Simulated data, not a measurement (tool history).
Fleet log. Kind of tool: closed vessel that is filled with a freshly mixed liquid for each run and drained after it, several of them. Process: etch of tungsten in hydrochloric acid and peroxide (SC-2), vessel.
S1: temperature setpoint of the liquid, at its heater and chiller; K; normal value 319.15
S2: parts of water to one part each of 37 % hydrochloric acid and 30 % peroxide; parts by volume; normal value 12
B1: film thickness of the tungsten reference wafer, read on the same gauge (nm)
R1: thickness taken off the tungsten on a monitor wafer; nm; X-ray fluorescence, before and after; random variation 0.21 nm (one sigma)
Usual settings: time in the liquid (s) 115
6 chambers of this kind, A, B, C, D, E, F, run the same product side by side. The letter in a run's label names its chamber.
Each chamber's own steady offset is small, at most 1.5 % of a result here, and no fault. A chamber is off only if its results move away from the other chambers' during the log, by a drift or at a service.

Run 1D, hour 6.7: usual settings; B1 120.02. Result: R1 27.429 nm.
Run 2C, hour 11.8: usual settings; B1 119.98. Result: R1 27.710 nm.
Run 3F, hour 16.2: usual settings; B1 119.99. Result: R1 27.410 nm.
Run 4A, hour 21.2: usual settings; B1 119.98. Result: R1 27.460 nm.
Run 5B, hour 29.4: usual settings; B1 119.99. Result: R1 27.763 nm.
Run 6E, hour 33.5: usual settings but S2 17 parts by volume, time in the liquid (s) 145; B1 120.01. Result: R1 25.785 nm.
Run 7F, hour 39.6: usual settings but S2 17 parts by volume, time in the liquid (s) 145; B1 119.99. Result: R1 25.848 nm.
Run 8C, hour 43.9: usual settings but S2 17 parts by volume, time in the liquid (s) 145; B1 120.01. Result: R1 25.984 nm.
At hour 45.7: chamber A: new drum of peroxide connected.
Run 9A, hour 47.5: usual settings but S2 17 parts by volume, time in the liquid (s) 145; B1 120.01. Result: R1 25.720 nm.
Run 10B, hour 53.5: usual settings but S2 17 parts by volume, time in the liquid (s) 145; B1 120.01. Result: R1 25.926 nm.
At hour 57.3: chamber D: thermometer replaced.
Run 11D, hour 60.5: usual settings but S2 17 parts by volume, time in the liquid (s) 145; B1 119.99. Result: R1 25.605 nm.
Run 12E, hour 66.1: usual settings; B1 120.01. Result: R1 27.329 nm.
Run 13B, hour 71.0: usual settings; B1 119.99. Result: R1 27.715 nm.
Run 14E, hour 77.7: usual settings but S1 326.15 K, time in the liquid (s) 90; B1 120.00. Result: R1 34.293 nm.
At hour 84.2: chamber E: new drum of peroxide connected.
Run 15A, hour 85.1: usual settings but S1 326.15 K, time in the liquid (s) 90; B1 119.99. Result: R1 34.028 nm.
Run 16D, hour 89.0: usual settings but S1 326.15 K, time in the liquid (s) 90; B1 120.01. Result: R1 33.908 nm.
Run 17F, hour 93.3: usual settings but S1 326.15 K, time in the liquid (s) 90; B1 119.99. Result: R1 33.548 nm.
At hour 95.3: chamber F: new drum of peroxide connected.
Run 18C, hour 99.7: usual settings but S1 326.15 K, time in the liquid (s) 90; B1 120.00. Result: R1 34.776 nm.
Run 19D, hour 106.4: usual settings but S1 326.15 K, time in the liquid (s) 90; B1 119.98. Result: R1 34.098 nm.
Run 20A, hour 114.5: usual settings; B1 119.99. Result: R1 27.482 nm.
Run 21F, hour 122.8: usual settings; B1 120.02. Result: R1 27.584 nm.
Run 22B, hour 128.0: usual settings; B1 119.98. Result: R1 27.094 nm.
Run 23C, hour 133.9: usual settings; B1 120.01. Result: R1 27.562 nm.
Run 24E, hour 140.8: usual settings; B1 119.99. Result: R1 27.476 nm.
Run 25B, hour 145.4: usual settings; B1 120.01. Result: R1 26.845 nm.
Run 26E, hour 151.0: usual settings; B1 120.01. Result: R1 27.243 nm.
Run 27D, hour 158.4: usual settings; B1 119.99. Result: R1 27.461 nm.
Run 28F, hour 165.3: usual settings; B1 120.01. Result: R1 27.465 nm.
Run 29C, hour 171.9: usual settings; B1 120.00. Result: R1 27.735 nm.
Run 30A, hour 178.8: usual settings; B1 119.98. Result: R1 27.201 nm.
Run 31A, hour 182.9: usual settings; B1 120.00. Result: R1 27.416 nm.
Run 32E, hour 187.4: usual settings; B1 120.00. Result: R1 27.583 nm.
Run 33B, hour 193.5: usual settings; B1 120.00. Result: R1 26.616 nm.
Run 34D, hour 199.6: usual settings; B1 120.01. Result: R1 27.391 nm.
Run 35F, hour 207.3: usual settings; B1 120.00. Result: R1 27.561 nm.
Run 36C, hour 215.3: usual settings; B1 119.99. Result: R1 28.009 nm.

All chambers now run identical settings, listed one chamber a line with results as question marks. What results will each chamber show?
Run 37A, hour 221.3: usual settings. Result: R1 ?.
Run 37B, hour 221.3: usual settings. Result: R1 ?.
Run 37C, hour 221.3: usual settings. Result: R1 ?.
Run 37D, hour 221.3: usual settings. Result: R1 ?.
Run 37E, hour 221.3: usual settings. Result: R1 ?.
Run 37F, hour 221.3: usual settings. Result: R1 ?.

run      R1
37A  27.355
37B  26.377
37C  27.367
37D  27.264
37E  27.400
37F  27.444

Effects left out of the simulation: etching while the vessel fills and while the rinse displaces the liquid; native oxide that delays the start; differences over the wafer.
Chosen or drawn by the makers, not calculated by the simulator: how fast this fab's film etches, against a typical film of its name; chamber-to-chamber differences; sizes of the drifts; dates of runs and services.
